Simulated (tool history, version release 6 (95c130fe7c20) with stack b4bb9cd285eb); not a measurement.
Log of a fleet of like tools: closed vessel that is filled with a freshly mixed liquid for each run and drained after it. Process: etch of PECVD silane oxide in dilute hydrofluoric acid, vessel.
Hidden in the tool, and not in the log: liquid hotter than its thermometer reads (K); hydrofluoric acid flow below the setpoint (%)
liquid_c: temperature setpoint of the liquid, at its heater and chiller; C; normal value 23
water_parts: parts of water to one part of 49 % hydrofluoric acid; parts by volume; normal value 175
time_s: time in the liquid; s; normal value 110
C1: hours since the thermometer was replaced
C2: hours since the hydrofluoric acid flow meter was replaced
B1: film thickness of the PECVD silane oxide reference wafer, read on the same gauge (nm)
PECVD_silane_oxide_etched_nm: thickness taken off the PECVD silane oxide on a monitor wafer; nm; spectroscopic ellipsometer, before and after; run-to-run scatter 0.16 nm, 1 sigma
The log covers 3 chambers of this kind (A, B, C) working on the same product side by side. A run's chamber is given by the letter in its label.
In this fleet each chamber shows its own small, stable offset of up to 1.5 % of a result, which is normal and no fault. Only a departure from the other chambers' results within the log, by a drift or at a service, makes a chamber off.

{"run": "1A", "hour": 6.9, "liquid_c": 23, "water_parts": 175, "time_s": 110, "C1": 2065.9, "C2": 55.2, "B1": 69.988, "PECVD_silane_oxide_etched_nm": 26.227}
{"run": "2B", "hour": 15.4, "liquid_c": 23, "water_parts": 175, "time_s": 110, "C1": 834.9, "C2": 226.3, "B1": 70.007, "PECVD_silane_oxide_etched_nm": 26.526}
{"run": "3C", "hour": 27.1, "liquid_c": 23, "water_parts": 175, "time_s": 110, "C1": 750, "C2": 330.4, "B1": 69.99, "PECVD_silane_oxide_etched_nm": 25.84}
{"run": "4A", "hour": 41.4, "liquid_c": 23, "water_parts": 175, "time_s": 110, "C1": 2100.4, "C2": 89.7, "B1": 69.979, "PECVD_silane_oxide_etched_nm": 26.465}
{"run": "5B", "hour": 53.6, "liquid_c": 23, "water_parts": 175, "time_s": 110, "C1": 873.1, "C2": 264.5, "B1": 69.985, "PECVD_silane_oxide_etched_nm": 26.271}
{"run": "6C", "hour": 62.7, "liquid_c": 23, "water_parts": 175, "time_s": 110, "C1": 785.6, "C2": 366, "B1": 70.01, "PECVD_silane_oxide_etched_nm": 26.164}
{"run": "7A", "hour": 73.4, "liquid_c": 18.5, "water_parts": 125, "time_s": 110, "C1": 2132.4, "C2": 121.7, "B1": 70.038, "PECVD_silane_oxide_etched_nm": 32.408}
{"run": "8C", "hour": 86.8, "liquid_c": 18.5, "water_parts": 125, "time_s": 110, "C1": 809.7, "C2": 390.1, "B1": 69.988, "PECVD_silane_oxide_etched_nm": 31.738}
{"run": "9B", "hour": 93.5, "liquid_c": 18.5, "water_parts": 125, "time_s": 110, "C1": 913, "C2": 304.4, "B1": 69.996, "PECVD_silane_oxide_etched_nm": 32.98}
{"run": "10A", "hour": 107.4, "liquid_c": 23, "water_parts": 175, "time_s": 110, "C1": 2166.4, "C2": 155.7, "B1": 69.992, "PECVD_silane_oxide_etched_nm": 25.893}
{"run": "11C", "hour": 119.7, "liquid_c": 23, "water_parts": 175, "time_s": 110, "C1": 842.6, "C2": 423, "B1": 70.004, "PECVD_silane_oxide_etched_nm": 25.957}
{"run": "12B", "hour": 126.8, "liquid_c": 23, "water_parts": 175, "time_s": 110, "C1": 946.3, "C2": 337.7, "B1": 70.009, "PECVD_silane_oxide_etched_nm": 26.377}
{"run": "13C", "hour": 141.2, "liquid_c": 23, "water_parts": 175, "time_s": 110, "C1": 864.1, "C2": 444.5, "B1": 69.965, "PECVD_silane_oxide_etched_nm": 26.001}
{"run": "14B", "hour": 154.3, "liquid_c": 20.5, "water_parts": 175, "time_s": 110, "C1": 973.8, "C2": 365.2, "B1": 70.02, "PECVD_silane_oxide_etched_nm": 24.015}
{"run": "15A", "hour": 164.3, "liquid_c": 20.5, "water_parts": 175, "time_s": 110, "C1": 2223.3, "C2": 212.6, "B1": 69.984, "PECVD_silane_oxide_etched_nm": 23.853}
{"run": "16A", "hour": 172.5, "liquid_c": 20.5, "water_parts": 175, "time_s": 110, "C1": 2231.5, "C2": 220.8, "B1": 70, "PECVD_silane_oxide_etched_nm": 23.938}
{"run": "17B", "hour": 186.0, "liquid_c": 23, "water_parts": 175, "time_s": 110, "C1": 1005.5, "C2": 396.9, "B1": 69.995, "PECVD_silane_oxide_etched_nm": 26.479}
{"run": "18C", "hour": 194.4, "liquid_c": 27.5, "water_parts": 175, "time_s": 110, "C1": 917.3, "C2": 497.7, "B1": 69.996, "PECVD_silane_oxide_etched_nm": 30.63}
{"run": "19C", "hour": 201.5, "liquid_c": 27.5, "water_parts": 175, "time_s": 110, "C1": 924.4, "C2": 504.8, "B1": 70.018, "PECVD_silane_oxide_etched_nm": 30.661}
{"run": "20A", "hour": 210.7, "liquid_c": 27.5, "water_parts": 175, "time_s": 110, "C1": 2269.7, "C2": 259, "B1": 69.986, "PECVD_silane_oxide_etched_nm": 31.074}
{"run": "21B", "hour": 220.3, "liquid_c": 23, "water_parts": 175, "time_s": 110, "C1": 1039.8, "C2": 431.2, "B1": 70.045, "PECVD_silane_oxide_etched_nm": 26.202}
{"run": "22A", "hour": 229.7, "liquid_c": 23, "water_parts": 175, "time_s": 110, "C1": 2288.7, "C2": 278, "B1": 69.997, "PECVD_silane_oxide_etched_nm": 26.215}
{"run": "23B", "hour": 242.6, "liquid_c": 23, "water_parts": 175, "time_s": 110, "C1": 1062.1, "C2": 453.5, "B1": 69.967, "PECVD_silane_oxide_etched_nm": 26.614}
{"run": "24C", "hour": 256.6, "liquid_c": 23, "water_parts": 175, "time_s": 110, "C1": 979.5, "C2": 559.9, "B1": 69.997, "PECVD_silane_oxide_etched_nm": 25.745}
{"run": "25A", "hour": 266.9, "liquid_c": 23, "water_parts": 175, "time_s": 110, "C1": 2325.9, "C2": 315.2, "B1": 70.009, "PECVD_silane_oxide_etched_nm": 26.159}
{"run": "26B", "hour": 277.6, "liquid_c": 23, "water_parts": 175, "time_s": 110, "C1": 1097.1, "C2": 488.5, "B1": 69.98, "PECVD_silane_oxide_etched_nm": 26.234}
{"run": "27C", "hour": 290.8, "liquid_c": 23, "water_parts": 175, "time_s": 130, "C1": 1013.7, "C2": 594.1, "B1": 69.944, "PECVD_silane_oxide_etched_nm": 30.333}
{"run": "28A", "hour": 301.4, "liquid_c": 23, "water_parts": 175, "time_s": 130, "C1": 2360.4, "C2": 349.7, "B1": 69.979, "PECVD_silane_oxide_etched_nm": 30.92}
{"run": "29C", "hour": 309.7, "liquid_c": 23, "water_parts": 175, "time_s": 130, "C1": 1032.6, "C2": 613, "B1": 69.948, "PECVD_silane_oxide_etched_nm": 30.48}
{"run": "30B", "hour": 318.7, "liquid_c": 23, "water_parts": 175, "time_s": 110, "C1": 1138.2, "C2": 529.6, "B1": 69.994, "PECVD_silane_oxide_etched_nm": 26.481}
{"run": "31B", "hour": 329.7, "liquid_c": 23, "water_parts": 175, "time_s": 110, "C1": 1149.2, "C2": 540.6, "B1": 69.953, "PECVD_silane_oxide_etched_nm": 26.461}
{"run": "32A", "hour": 337.5, "liquid_c": 23, "water_parts": 175, "time_s": 110, "C1": 2396.5, "C2": 385.8, "B1": 69.992, "PECVD_silane_oxide_etched_nm": 26.146}
{"run": "33C", "hour": 348.6, "liquid_c": 23, "water_parts": 175, "time_s": 110, "C1": 1071.5, "C2": 651.9, "B1": 70.001, "PECVD_silane_oxide_etched_nm": 25.294}
{"run": "34A", "hour": 358.0, "liquid_c": 23, "water_parts": 175, "time_s": 110, "C1": 2417, "C2": 406.3, "B1": 69.975, "PECVD_silane_oxide_etched_nm": 25.91}
{"run": "35B", "hour": 369.1, "liquid_c": 23, "water_parts": 175, "time_s": 110, "C1": 1188.6, "C2": 580, "B1": 70.028, "PECVD_silane_oxide_etched_nm": 26.375}
{"run": "36C", "hour": 379.0, "liquid_c": 23, "water_parts": 175, "time_s": 110, "C1": 1101.9, "C2": 682.3, "B1": 69.995, "PECVD_silane_oxide_etched_nm": 25.505}
{"run": "37B", "hour": 388.1, "liquid_c": 23, "water_parts": 175, "time_s": 110, "C1": 1207.6, "C2": 599, "B1": 69.986, "PECVD_silane_oxide_etched_nm": 26.499}
{"run": "38A", "hour": 395.1, "liquid_c": 23, "water_parts": 175, "time_s": 110, "C1": 2454.1, "C2": 443.4, "B1": 70.03, "PECVD_silane_oxide_etched_nm": 26.43}
{"run": "39C", "hour": 403.4, "liquid_c": 23, "water_parts": 175, "time_s": 110, "C1": 1126.3, "C2": 706.7, "B1": 70.039, "PECVD_silane_oxide_etched_nm": 25.48}
{"run": "40C", "hour": 411.2, "liquid_c": 23, "water_parts": 175, "time_s": 110, "C1": 1134.1, "C2": 714.5, "B1": 70.03, "PECVD_silane_oxide_etched_nm": 25.441}
{"hour": 411.4, "done": "chamber A: thermometer replaced"}
{"run": "41A", "hour": 418.6, "liquid_c": 23, "water_parts": 175, "time_s": 110, "C1": 7.2, "C2": 466.9, "B1": 69.989, "PECVD_silane_oxide_etched_nm": 26.17}
{"run": "42B", "hour": 430.5, "liquid_c": 23, "water_parts": 175, "time_s": 110, "C1": 1250, "C2": 641.4, "B1": 70.014, "PECVD_silane_oxide_etched_nm": 26.5}
{"run": "43C", "hour": 437.7, "liquid_c": 23, "water_parts": 175, "time_s": 110, "C1": 1160.6, "C2": 741, "B1": 70.001, "PECVD_silane_oxide_etched_nm": 25.193}
{"run": "44A", "hour": 444.7, "liquid_c": 23, "water_parts": 175, "time_s": 110, "C1": 33.3, "C2": 493, "B1": 69.999, "PECVD_silane_oxide_etched_nm": 26.019}

Is one chamber out of step, is the gauge drifting, or do the chambers differ by no more than their own small offsets? For an off chamber, give its letter and the likeliest cause.

It is chamber C that slowly wanders off from its peers.
Cause: hydrofluoric acid flow below the setpoint (%) = 2.63.
Not necessarily distinguishable in this log from: liquid colder than its thermometer reads (K).

Below are 4 candidate recipes for chamber C's next run, each the usual settings with a change, their results shown as question marks. Which of them brings C's results back in line with what the other chambers give on the usual settings?
In-line tolerance around the mean of the other chambers on the usual settings: PECVD_silane_oxide_etched_nm 0.56 nm
{"run": "45C-1", "hour": 455.3, "liquid_c": 23, "water_parts": 175, "time_s": 120, "PECVD_silane_oxide_etched_nm": "?"}
{"run": "45C-2", "hour": 455.3, "liquid_c": 23, "water_parts": 175, "time_s": 100, "PECVD_silane_oxide_etched_nm": "?"}
{"run": "45C-3", "hour": 455.3, "liquid_c": 23, "water_parts": 175, "time_s": 115, "PECVD_silane_oxide_etched_nm": "?"}
{"run": "45C-4", "hour": 455.3, "liquid_c": 23, "water_parts": 175, "time_s": 105, "PECVD_silane_oxide_etched_nm": "?"}

Other chambers, usual settings, mean: PECVD_silane_oxide_etched_nm 26.322 nm
run=45C-1 PECVD_silane_oxide_etched_nm=27.33
run=45C-2 PECVD_silane_oxide_etched_nm=22.775
run=45C-3 PECVD_silane_oxide_etched_nm=26.191
run=45C-4 PECVD_silane_oxide_etched_nm=23.914
45C-3 brings the chamber back in line.
